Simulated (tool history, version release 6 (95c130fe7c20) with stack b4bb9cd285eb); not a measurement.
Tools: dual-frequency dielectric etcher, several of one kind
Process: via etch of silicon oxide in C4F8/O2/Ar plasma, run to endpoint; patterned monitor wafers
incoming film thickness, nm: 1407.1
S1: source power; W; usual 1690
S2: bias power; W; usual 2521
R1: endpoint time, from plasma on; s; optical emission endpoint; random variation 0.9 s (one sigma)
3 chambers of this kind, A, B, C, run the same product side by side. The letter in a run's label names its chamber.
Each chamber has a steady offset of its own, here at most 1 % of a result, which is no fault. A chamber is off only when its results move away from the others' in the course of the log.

Run 1A, day 0.262: usual settings. Result: R1 276.48 s.
Run 2C, day 0.508: usual settings. Result: R1 278.78 s.
Run 3B, day 0.754: usual settings. Result: R1 277.41 s.
Run 4A, day 0.892: usual settings. Result: R1 276.6 s.
Run 5B, day 1.058: usual settings. Result: R1 279.12 s.
At day 1.225: chamber A: wet clean of the chamber.
Run 6C, day 1.233: usual settings. Result: R1 277.14 s.
Run 7A, day 1.429: usual settings. Result: R1 278.39 s.
Run 8C, day 1.65: usual settings. Result: R1 278.81 s.
Run 9B, day 1.908: usual settings. Result: R1 279.18 s.
Run 10C, day 2.096: usual settings. Result: R1 278.87 s.
Run 11B, day 2.275: usual settings. Result: R1 279.15 s.
Run 12A, day 2.396: usual settings but S2 2997 W. Result: R1 262.52 s.
At day 2.608: chamber C: wet clean of the chamber.
Run 13B, day 2.633: usual settings but S2 2997 W. Result: R1 264.48 s.
Run 14C, day 2.904: usual settings but S2 2997 W. Result: R1 271.89 s.
Run 15A, day 3.029: usual settings. Result: R1 278.25 s.
Run 16C, day 3.233: usual settings but S1 1890 W, S2 2102 W. Result: R1 289.42 s.
Run 17A, day 3.396: usual settings but S1 1890 W, S2 2102 W. Result: R1 279.95 s.
Run 18B, day 3.512: usual settings but S1 1890 W, S2 2102 W. Result: R1 280.17 s.
Run 19A, day 3.675: usual settings. Result: R1 276.64 s.
Run 20C, day 3.888: usual settings. Result: R1 286.25 s.
Run 21B, day 4.142: usual settings. Result: R1 278.23 s.
Run 22C, day 4.383: usual settings. Result: R1 285.52 s.
Run 23A, day 4.621: usual settings. Result: R1 277.61 s.
Run 24B, day 4.779: usual settings. Result: R1 278.86 s.
Run 25C, day 4.95: usual settings. Result: R1 286 s.
Run 26A, day 5.083: usual settings. Result: R1 276.87 s.
Run 27B, day 5.329: usual settings. Result: R1 277.94 s.
Run 28A, day 5.558: usual settings. Result: R1 275.22 s.

All 3 chambers run these settings next. Forecast each chamber's results:
Run 29A, day 5.754: usual settings but S2 2066 W. Result: R1 ?.
Run 29B, day 5.754: usual settings but S2 2066 W. Result: R1 ?.
Run 29C, day 5.754: usual settings but S2 2066 W. Result: R1 ?.

run      R1
29A  295.57
29B  293.91
29C  303.03
